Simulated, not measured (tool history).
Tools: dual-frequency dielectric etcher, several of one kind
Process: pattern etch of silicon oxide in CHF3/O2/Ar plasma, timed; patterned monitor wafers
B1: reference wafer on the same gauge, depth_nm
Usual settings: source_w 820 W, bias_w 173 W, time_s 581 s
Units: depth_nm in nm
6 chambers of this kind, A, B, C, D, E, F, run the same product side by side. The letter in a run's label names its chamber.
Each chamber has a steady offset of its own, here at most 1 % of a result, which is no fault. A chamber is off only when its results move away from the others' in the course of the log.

run 1B hour=8 | source_w=820 bias_w=173 time_s=581 | B1=1479.8 | depth_nm=1278.5
run 2C hour=17.2 | source_w=820 bias_w=173 time_s=581 | B1=1479.7 | depth_nm=1275.8
run 3A hour=23.8 | source_w=820 bias_w=173 time_s=581 | B1=1479.6 | depth_nm=1277.8
-- hour=25.6 chamber F: source power generator calibrated
run 4E hour=30.5 | source_w=820 bias_w=173 time_s=581 | B1=1479.7 | depth_nm=1283.9
run 5F hour=38.3 | source_w=820 bias_w=173 time_s=581 | B1=1479.4 | depth_nm=1273.3
run 6D hour=50.5 | source_w=820 bias_w=173 time_s=581 | B1=1478.9 | depth_nm=1270.9
-- hour=63 chamber C: wet clean of the chamber
run 7A hour=64.7 | source_w=820 bias_w=173 time_s=581 | B1=1479.1 | depth_nm=1276.4
run 8B hour=79 | source_w=820 bias_w=173 time_s=581 | B1=1478.7 | depth_nm=1276.3
run 9C hour=90.6 | source_w=820 bias_w=173 time_s=581 | B1=1478.6 | depth_nm=1276.1
run 10F hour=101.1 | source_w=820 bias_w=173 time_s=581 | B1=1477.8 | depth_nm=1271.7
run 11D hour=111.7 | source_w=820 bias_w=173 time_s=581 | B1=1478 | depth_nm=1270.7
run 12E hour=120.2 | source_w=820 bias_w=173 time_s=581 | B1=1477.4 | depth_nm=1281.5
run 13C hour=134.9 | source_w=820 bias_w=173 time_s=581 | B1=1477.9 | depth_nm=1274.2
run 14B hour=145.4 | source_w=820 bias_w=173 time_s=581 | B1=1477.2 | depth_nm=1273.7
-- hour=153.4 chamber D: wet clean of the chamber
run 15A hour=157 | source_w=820 bias_w=173 time_s=581 | B1=1477.3 | depth_nm=1276.1
run 16D hour=169.8 | source_w=820 bias_w=173 time_s=581 | B1=1477 | depth_nm=1271.5
run 17E hour=184.4 | source_w=820 bias_w=173 time_s=581 | B1=1477 | depth_nm=1283.1
run 18F hour=193.1 | source_w=820 bias_w=173 time_s=581 | B1=1476.6 | depth_nm=1272.7
run 19C hour=202.1 | source_w=820 bias_w=173 time_s=581 | B1=1476.1 | depth_nm=1275.4
run 20E hour=209.5 | source_w=820 bias_w=173 time_s=581 | B1=1476.7 | depth_nm=1281.6
run 21F hour=221.3 | source_w=820 bias_w=173 time_s=581 | B1=1475.7 | depth_nm=1272.6
run 22B hour=233.7 | source_w=740 bias_w=159 time_s=581 | B1=1475.7 | depth_nm=1194.7
-- hour=243.7 chamber E: wet clean of the chamber
run 23A hour=247.1 | source_w=740 bias_w=159 time_s=581 | B1=1475.5 | depth_nm=1190.8
-- hour=253.7 chamber B: wet clean of the chamber
run 24D hour=259.6 | source_w=740 bias_w=159 time_s=581 | B1=1475.3 | depth_nm=1185.3
run 25A hour=267.4 | source_w=740 bias_w=159 time_s=581 | B1=1475.3 | depth_nm=1190
run 26B hour=278 | source_w=740 bias_w=159 time_s=581 | B1=1475.1 | depth_nm=1193.5
run 27F hour=285 | source_w=740 bias_w=159 time_s=581 | B1=1474.9 | depth_nm=1188.4
run 28D hour=294.3 | source_w=820 bias_w=173 time_s=581 | B1=1474.6 | depth_nm=1267.5
run 29E hour=302.2 | source_w=820 bias_w=173 time_s=581 | B1=1474.7 | depth_nm=1282.2
-- hour=305.1 chamber F: wet clean of the chamber
run 30C hour=310.5 | source_w=820 bias_w=173 time_s=581 | B1=1474.4 | depth_nm=1271.6
run 31B hour=323.7 | source_w=820 bias_w=173 time_s=581 | B1=1473.8 | depth_nm=1272.7
run 32F hour=332.9 | source_w=820 bias_w=173 time_s=581 | B1=1474.1 | depth_nm=1268.7
run 33C hour=345.6 | source_w=820 bias_w=173 time_s=581 | B1=1473.9 | depth_nm=1268.1
run 34D hour=357.4 | source_w=820 bias_w=173 time_s=581 | B1=1474.2 | depth_nm=1266.6
run 35A hour=367.2 | source_w=820 bias_w=173 time_s=581 | B1=1474 | depth_nm=1272.7
run 36E hour=373.8 | source_w=820 bias_w=173 time_s=581 | B1=1473.7 | depth_nm=1277.5
run 37E hour=388.4 | source_w=820 bias_w=173 time_s=581 | B1=1472.9 | depth_nm=1276.4
run 38F hour=396.7 | source_w=950 bias_w=198 time_s=581 | B1=1473.4 | depth_nm=1402.4
run 39C hour=408.1 | source_w=950 bias_w=198 time_s=581 | B1=1473 | depth_nm=1405.3

What goes on in this fleet: one chamber off, a drifting gauge, or nothing beyond the chambers' own small offsets? Name the chamber and the cause, if any.

The gauge drifts, so all chambers seem to drift together. No chamber is off.
Cause: gauge reads low (%) = 0.5.
